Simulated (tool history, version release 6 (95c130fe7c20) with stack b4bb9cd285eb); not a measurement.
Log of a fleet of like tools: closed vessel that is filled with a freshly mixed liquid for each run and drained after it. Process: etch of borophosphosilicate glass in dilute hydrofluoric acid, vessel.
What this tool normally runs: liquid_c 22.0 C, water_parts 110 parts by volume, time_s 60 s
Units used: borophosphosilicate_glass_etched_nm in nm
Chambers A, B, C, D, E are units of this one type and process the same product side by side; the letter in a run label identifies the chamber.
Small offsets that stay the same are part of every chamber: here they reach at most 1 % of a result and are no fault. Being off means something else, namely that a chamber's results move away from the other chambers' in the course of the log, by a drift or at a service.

run,hour,liquid_c,water_parts,time_s,hours since the thermometer was replaced,hours since the hydrofluoric acid flow meter was replaced,"read-back film thickness of the borophosphosilicate glass reference wafer, read on the same gauge (nm)",borophosphosilicate_glass_etched_nm
1B,9.2,22.0,110,60,354.4,508.6,60.011,18.047
2A,15.2,22.0,110,60,34.0,80.4,59.956,17.626
3E,24.6,22.0,110,60,1888.3,666.1,59.983,17.786
4C,33.1,22.0,110,60,1000.3,325.2,60.023,18.008
5D,42.5,22.0,110,60,1362.8,1209.1,59.967,17.838
6D,49.4,22.0,110,60,1369.7,1216.0,59.998,18.249
7A,56.8,22.0,110,60,75.6,122.0,60.028,17.912
8C,66.8,22.0,110,60,1034.0,358.9,60.049,17.917
9B,73.8,19.0,110,60,419.0,573.2,59.980,15.856
10E,79.1,19.0,110,60,1942.8,720.6,60.013,15.885
11D,87.3,19.0,110,60,1407.6,1253.9,59.967,15.839
12C,95.7,19.0,110,60,1062.9,387.8,59.981,15.896
13B,101.8,19.0,110,60,447.0,601.2,60.018,15.923
14A,110.6,26.0,110,60,129.4,175.8,60.048,21.145
15E,117.1,26.0,110,60,1980.8,758.6,60.015,21.382
16D,126.7,26.0,110,60,1447.0,1293.3,60.015,21.104
17E,133.3,26.0,110,60,1997.0,774.8,59.985,21.486
18A,139.9,26.0,110,60,158.7,205.1,59.986,20.965
19C,144.8,22.0,110,60,1112.0,436.9,59.947,17.991
20B,152.8,22.0,110,60,498.0,652.2,59.987,17.796
21E,160.9,22.0,110,60,2024.6,802.4,60.015,18.624
22C,165.5,22.0,110,60,1132.7,457.6,59.992,17.828
23B,172.7,22.0,110,60,517.9,672.1,59.962,17.899
24D,178.9,26.5,145,60,1499.2,1345.5,59.936,15.654
25A,185.4,26.5,145,60,204.2,250.6,60.018,15.423
26D,190.8,26.5,145,60,1511.1,1357.4,60.030,15.400
27C,200.9,26.5,145,60,1168.1,493.0,59.955,15.559
28A,210.7,26.5,145,60,229.5,275.9,59.974,15.572
29E,217.8,22.0,110,60,2081.5,859.3,60.076,18.753
30B,223.0,22.0,110,60,568.2,722.4,60.026,17.946
31C,228.4,22.0,110,60,1195.6,520.5,60.003,17.956
32A,233.0,22.0,110,60,251.8,298.2,59.958,17.872
33E,239.9,22.0,110,60,2103.6,881.4,59.980,19.164

What goes on in this fleet: one chamber off, a drifting gauge, or nothing beyond the chambers' own small offsets? Name the chamber and the cause, if any.

It is chamber E that slowly wanders off from its peers.
Most likely cause: hydrofluoric acid flow above the setpoint (%) = 6.91.
From this log alone, it may not be told apart from: liquid hotter than its thermometer reads (K).

Below are 4 candidate recipes for chamber E's next run, each the usual settings with a change, their results shown as question marks. Which of them brings E's results back in line with what the other chambers give on the usual settings?
Counts as in line when no further than this from what the other chambers average on the usual settings: borophosphosilicate_glass_etched_nm 0.460 nm
34E-1,247.4,21.5,110,60,,,,?
34E-2,247.4,20.5,110,60,,,,?
34E-3,247.4,22.5,110,60,,,,?
34E-4,247.4,23.5,110,60,,,,?

What the other chambers average on the usual settings: borophosphosilicate_glass_etched_nm 17.942 nm
run,borophosphosilicate_glass_etched_nm
34E-1,18.842
34E-2,18.092
34E-3,19.616
34E-4,20.414
The answer is 34E-2, which returns the chamber to within the allowed miss of the others.

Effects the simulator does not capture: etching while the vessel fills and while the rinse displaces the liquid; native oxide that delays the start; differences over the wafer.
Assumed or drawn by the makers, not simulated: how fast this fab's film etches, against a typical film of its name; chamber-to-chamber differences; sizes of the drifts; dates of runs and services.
